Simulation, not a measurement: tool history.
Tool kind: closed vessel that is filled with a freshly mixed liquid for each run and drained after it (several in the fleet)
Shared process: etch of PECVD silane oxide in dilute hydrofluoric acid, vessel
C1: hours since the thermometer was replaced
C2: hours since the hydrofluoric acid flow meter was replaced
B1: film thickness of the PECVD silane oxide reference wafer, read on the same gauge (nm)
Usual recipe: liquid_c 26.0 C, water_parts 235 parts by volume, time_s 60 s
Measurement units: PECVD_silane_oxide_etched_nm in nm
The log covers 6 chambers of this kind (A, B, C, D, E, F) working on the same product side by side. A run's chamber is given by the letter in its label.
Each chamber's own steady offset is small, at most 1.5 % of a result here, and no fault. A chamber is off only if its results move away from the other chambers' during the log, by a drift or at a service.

{"run": "1B", "hour": 13.8, "liquid_c": 26.0, "water_parts": 235, "time_s": 60, "C1": 537.2, "C2": 949.7, "B1": 89.986, "PECVD_silane_oxide_etched_nm": 9.3299}
{"run": "2D", "hour": 23.0, "liquid_c": 26.0, "water_parts": 235, "time_s": 60, "C1": 801.7, "C2": 1234.8, "B1": 90.005, "PECVD_silane_oxide_etched_nm": 9.1943}
{"run": "3A", "hour": 30.0, "liquid_c": 26.0, "water_parts": 235, "time_s": 60, "C1": 246.4, "C2": 388.4, "B1": 89.968, "PECVD_silane_oxide_etched_nm": 9.0523}
{"run": "4E", "hour": 42.5, "liquid_c": 26.0, "water_parts": 235, "time_s": 60, "C1": 1110.0, "C2": 716.5, "B1": 89.961, "PECVD_silane_oxide_etched_nm": 9.0576}
{"run": "5C", "hour": 54.3, "liquid_c": 26.0, "water_parts": 235, "time_s": 60, "C1": 1151.8, "C2": 602.5, "B1": 89.971, "PECVD_silane_oxide_etched_nm": 9.0846}
{"run": "6F", "hour": 62.0, "liquid_c": 28.5, "water_parts": 330, "time_s": 60, "C1": 921.3, "C2": 583.9, "B1": 89.988, "PECVD_silane_oxide_etched_nm": 6.3698}
{"run": "7B", "hour": 73.7, "liquid_c": 28.5, "water_parts": 330, "time_s": 60, "C1": 597.1, "C2": 1009.6, "B1": 90.008, "PECVD_silane_oxide_etched_nm": 6.6265}
{"run": "8E", "hour": 82.0, "liquid_c": 28.5, "water_parts": 330, "time_s": 60, "C1": 1149.5, "C2": 756.0, "B1": 90.009, "PECVD_silane_oxide_etched_nm": 6.2987}
{"run": "9C", "hour": 89.9, "liquid_c": 28.5, "water_parts": 330, "time_s": 60, "C1": 1187.4, "C2": 638.1, "B1": 89.999, "PECVD_silane_oxide_etched_nm": 6.3224}
{"run": "10A", "hour": 99.5, "liquid_c": 28.5, "water_parts": 330, "time_s": 60, "C1": 315.9, "C2": 457.9, "B1": 90.041, "PECVD_silane_oxide_etched_nm": 6.3193}
{"hour": 105.2, "done": "chamber B: hydrofluoric acid flow meter replaced"}
{"run": "11D", "hour": 108.8, "liquid_c": 28.5, "water_parts": 330, "time_s": 60, "C1": 887.5, "C2": 1320.6, "B1": 90.026, "PECVD_silane_oxide_etched_nm": 6.4442}
{"run": "12F", "hour": 122.9, "liquid_c": 26.0, "water_parts": 235, "time_s": 60, "C1": 982.2, "C2": 644.8, "B1": 89.989, "PECVD_silane_oxide_etched_nm": 9.1359}
{"run": "13A", "hour": 137.9, "liquid_c": 26.0, "water_parts": 165, "time_s": 60, "C1": 354.3, "C2": 496.3, "B1": 90.037, "PECVD_silane_oxide_etched_nm": 14.097}
{"run": "14B", "hour": 151.0, "liquid_c": 26.0, "water_parts": 165, "time_s": 60, "C1": 674.4, "C2": 45.9, "B1": 89.999, "PECVD_silane_oxide_etched_nm": 14.136}
{"run": "15E", "hour": 158.3, "liquid_c": 26.0, "water_parts": 165, "time_s": 60, "C1": 1225.8, "C2": 832.3, "B1": 89.978, "PECVD_silane_oxide_etched_nm": 13.98}
{"run": "16D", "hour": 167.2, "liquid_c": 26.0, "water_parts": 165, "time_s": 60, "C1": 945.9, "C2": 1379.0, "B1": 90.017, "PECVD_silane_oxide_etched_nm": 14.097}
{"run": "17C", "hour": 182.2, "liquid_c": 26.0, "water_parts": 165, "time_s": 60, "C1": 1279.7, "C2": 730.4, "B1": 90.006, "PECVD_silane_oxide_etched_nm": 13.846}
{"run": "18F", "hour": 190.6, "liquid_c": 26.0, "water_parts": 165, "time_s": 60, "C1": 1049.9, "C2": 712.5, "B1": 90.012, "PECVD_silane_oxide_etched_nm": 14.334}
{"hour": 193.0, "done": "chamber D: thermometer replaced"}
{"run": "19B", "hour": 204.2, "liquid_c": 26.0, "water_parts": 235, "time_s": 60, "C1": 727.6, "C2": 99.1, "B1": 90.007, "PECVD_silane_oxide_etched_nm": 9.2486}
{"run": "20C", "hour": 211.9, "liquid_c": 26.0, "water_parts": 235, "time_s": 60, "C1": 1309.4, "C2": 760.1, "B1": 90.029, "PECVD_silane_oxide_etched_nm": 9.0881}
{"run": "21F", "hour": 222.7, "liquid_c": 28.5, "water_parts": 235, "time_s": 60, "C1": 1082.0, "C2": 744.6, "B1": 89.988, "PECVD_silane_oxide_etched_nm": 10.17}
{"run": "22E", "hour": 230.4, "liquid_c": 28.5, "water_parts": 235, "time_s": 60, "C1": 1297.9, "C2": 904.4, "B1": 90.02, "PECVD_silane_oxide_etched_nm": 9.8628}
{"run": "23A", "hour": 245.7, "liquid_c": 28.5, "water_parts": 235, "time_s": 60, "C1": 462.1, "C2": 604.1, "B1": 90.019, "PECVD_silane_oxide_etched_nm": 9.8614}
{"run": "24D", "hour": 256.2, "liquid_c": 28.5, "water_parts": 235, "time_s": 60, "C1": 63.3, "C2": 1468.0, "B1": 89.988, "PECVD_silane_oxide_etched_nm": 10.07}
{"run": "25F", "hour": 263.7, "liquid_c": 28.5, "water_parts": 235, "time_s": 60, "C1": 1123.0, "C2": 785.6, "B1": 89.977, "PECVD_silane_oxide_etched_nm": 10.204}
{"run": "26A", "hour": 278.1, "liquid_c": 28.5, "water_parts": 235, "time_s": 60, "C1": 494.5, "C2": 636.5, "B1": 89.972, "PECVD_silane_oxide_etched_nm": 9.8674}
{"run": "27E", "hour": 293.5, "liquid_c": 26.0, "water_parts": 235, "time_s": 60, "C1": 1361.0, "C2": 967.5, "B1": 90.01, "PECVD_silane_oxide_etched_nm": 9.0239}
{"run": "28D", "hour": 304.0, "liquid_c": 26.0, "water_parts": 235, "time_s": 60, "C1": 111.1, "C2": 1515.8, "B1": 90.006, "PECVD_silane_oxide_etched_nm": 9.1587}
{"run": "29B", "hour": 310.9, "liquid_c": 26.0, "water_parts": 235, "time_s": 60, "C1": 834.3, "C2": 205.8, "B1": 89.999, "PECVD_silane_oxide_etched_nm": 9.2547}
{"run": "30C", "hour": 323.4, "liquid_c": 26.0, "water_parts": 235, "time_s": 60, "C1": 1420.9, "C2": 871.6, "B1": 89.989, "PECVD_silane_oxide_etched_nm": 9.0393}
{"run": "31B", "hour": 333.5, "liquid_c": 26.0, "water_parts": 235, "time_s": 60, "C1": 856.9, "C2": 228.4, "B1": 89.989, "PECVD_silane_oxide_etched_nm": 9.266}
{"run": "32C", "hour": 342.6, "liquid_c": 26.0, "water_parts": 130, "time_s": 30, "C1": 1440.1, "C2": 890.8, "B1": 90.005, "PECVD_silane_oxide_etched_nm": 9.3309}
{"run": "33E", "hour": 353.1, "liquid_c": 26.0, "water_parts": 130, "time_s": 30, "C1": 1420.6, "C2": 1027.1, "B1": 90.026, "PECVD_silane_oxide_etched_nm": 9.273}
{"run": "34D", "hour": 367.3, "liquid_c": 26.0, "water_parts": 130, "time_s": 30, "C1": 174.4, "C2": 1579.1, "B1": 89.982, "PECVD_silane_oxide_etched_nm": 9.347}
{"run": "35A", "hour": 376.7, "liquid_c": 26.0, "water_parts": 130, "time_s": 30, "C1": 593.1, "C2": 735.1, "B1": 89.993, "PECVD_silane_oxide_etched_nm": 9.2578}
{"run": "36F", "hour": 391.5, "liquid_c": 26.0, "water_parts": 130, "time_s": 30, "C1": 1250.8, "C2": 913.4, "B1": 89.977, "PECVD_silane_oxide_etched_nm": 9.7986}
{"run": "37D", "hour": 404.8, "liquid_c": 26.0, "water_parts": 130, "time_s": 30, "C1": 211.9, "C2": 1616.6, "B1": 89.972, "PECVD_silane_oxide_etched_nm": 9.3255}
{"run": "38C", "hour": 419.6, "liquid_c": 26.0, "water_parts": 235, "time_s": 60, "C1": 1517.1, "C2": 967.8, "B1": 90.031, "PECVD_silane_oxide_etched_nm": 8.9711}
{"run": "39E", "hour": 431.6, "liquid_c": 26.0, "water_parts": 235, "time_s": 60, "C1": 1499.1, "C2": 1105.6, "B1": 90.022, "PECVD_silane_oxide_etched_nm": 9.105}
{"run": "40F", "hour": 445.6, "liquid_c": 26.0, "water_parts": 235, "time_s": 60, "C1": 1304.9, "C2": 967.5, "B1": 90.032, "PECVD_silane_oxide_etched_nm": 9.7612}

What goes on in this fleet: one chamber off, a drifting gauge, or nothing beyond the chambers' own small offsets? Name the chamber and the cause, if any.

Chamber F drifts away from the others.
Cause: hydrofluoric acid flow above the setpoint (%) = 4.95.
The log might look much the same if the cause were instead: liquid hotter than its thermometer reads (K).

Which of the 4 candidates below, each the usual settings with something changed and its results left as question marks, puts chamber F back in line with what the other chambers give on the usual settings?
In line means no further than this from the other chambers' mean on the usual settings: PECVD_silane_oxide_etched_nm 0.1700 nm
{"run": "41F-1", "hour": 456.9, "liquid_c": 24.0, "water_parts": 235, "time_s": 60, "PECVD_silane_oxide_etched_nm": "?"}
{"run": "41F-2", "hour": 456.9, "liquid_c": 26.0, "water_parts": 245, "time_s": 55, "PECVD_silane_oxide_etched_nm": "?"}
{"run": "41F-3", "hour": 456.9, "liquid_c": 28.0, "water_parts": 235, "time_s": 60, "PECVD_silane_oxide_etched_nm": "?"}
{"run": "41F-4", "hour": 456.9, "liquid_c": 26.0, "water_parts": 210, "time_s": 60, "PECVD_silane_oxide_etched_nm": "?"}

Other chambers, usual settings, mean: PECVD_silane_oxide_etched_nm 9.1284 nm
run=41F-1 PECVD_silane_oxide_etched_nm=9.0430
run=41F-2 PECVD_silane_oxide_etched_nm=8.4511
run=41F-3 PECVD_silane_oxide_etched_nm=10.4180
run=41F-4 PECVD_silane_oxide_etched_nm=11.1690
Change 41F-1 lands the chamber within the allowed miss of the other chambers.
